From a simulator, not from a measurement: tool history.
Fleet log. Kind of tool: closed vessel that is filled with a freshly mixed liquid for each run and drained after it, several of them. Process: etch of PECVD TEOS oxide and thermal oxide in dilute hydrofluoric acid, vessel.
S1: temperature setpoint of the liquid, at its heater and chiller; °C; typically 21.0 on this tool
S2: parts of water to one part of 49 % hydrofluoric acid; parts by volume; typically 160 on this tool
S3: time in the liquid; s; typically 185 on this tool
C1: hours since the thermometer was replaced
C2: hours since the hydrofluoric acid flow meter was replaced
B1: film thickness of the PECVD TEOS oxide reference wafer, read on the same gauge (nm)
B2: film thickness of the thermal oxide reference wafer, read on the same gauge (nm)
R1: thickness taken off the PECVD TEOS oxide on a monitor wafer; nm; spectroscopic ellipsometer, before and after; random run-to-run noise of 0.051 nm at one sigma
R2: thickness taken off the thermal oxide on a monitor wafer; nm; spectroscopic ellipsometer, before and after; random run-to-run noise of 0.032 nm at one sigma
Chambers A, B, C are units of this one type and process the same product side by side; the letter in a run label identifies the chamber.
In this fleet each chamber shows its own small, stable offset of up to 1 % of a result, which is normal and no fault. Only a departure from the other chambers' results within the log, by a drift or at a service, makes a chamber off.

run    day    S1   S2   S3      C1      C2      B1      B2      R1      R2
 1A  0.292  21.0  160  185   520.2   350.9  80.007  59.950  10.663  4.3172
 2B  0.550  21.0  160  185  1357.3   412.3  79.997  59.990  10.611  4.3458
 3C  0.821  21.0  160  185  1118.6  1418.0  79.970  60.056  10.587  4.4000
 4B  0.971  21.0  160  185  1367.4   422.4  79.988  60.007  10.716  4.3507
 5A  1.138  21.0  210  280   540.5   371.2  79.989  60.017  11.671  4.7345
 6C  1.288  21.0  210  280  1129.8  1429.2  80.018  60.009  11.732  4.8149
 7B  1.417  21.0  210  280  1378.1   433.1  80.004  60.029  11.632  4.7434
 8C  1.608  21.0  160  185  1137.5  1436.9  79.984  59.964  10.658  4.3171
 9A  1.862  21.0  160  185   557.9   388.6  80.019  60.026  10.606  4.2809
10A  2.150  21.0  160  185   564.8   395.5  80.009  59.978  10.399  4.2021
11B  2.288  21.0  160  185  1399.0   454.0  79.986  59.999  10.666  4.3858
12C  2.546  21.0  160  185  1160.0  1459.4  80.033  60.028  10.536  4.3319
13C  2.729  21.0  160  185  1164.4  1463.8  80.000  60.012  10.624  4.3695
14A  2.862  21.0  160  185   581.9   412.6  79.952  59.957  10.350  4.2107
15B  3.146  21.0  160  185  1419.6   474.6  79.959  59.991  10.684  4.3399
16B  3.375  21.0  160  185  1425.1   480.1  79.992  59.951  10.742  4.3481
17C  3.646  21.0  160  185  1186.4  1485.8  79.995  60.021  10.726  4.3686
18A  3.875  22.5  160  240   606.2   436.9  80.004  60.030  14.064  5.7650
19C  4.021  22.5  160  240  1195.4  1494.8  79.949  59.974  14.581  6.0116
20A  4.204  22.5  160  240   614.1   444.8  80.011  59.983  14.006  5.7322
21B  4.379  21.0  160  185  1449.2   504.2  79.999  59.999  10.641  4.3280
22B  4.529  21.0  160  185  1452.8   507.8  80.024  60.023  10.715  4.3879

The same settings go to every chamber for the next run, one line per chamber below. Forecast the results for each:
23A  4.738  21.0  160  185                   ?   ?
23B  4.738  21.0  160  185                   ?   ?
23C  4.738  21.0  160  185                   ?   ?

run      R1      R2
23A   9.967  4.0866
23B  10.620  4.3583
23C  10.697  4.3533
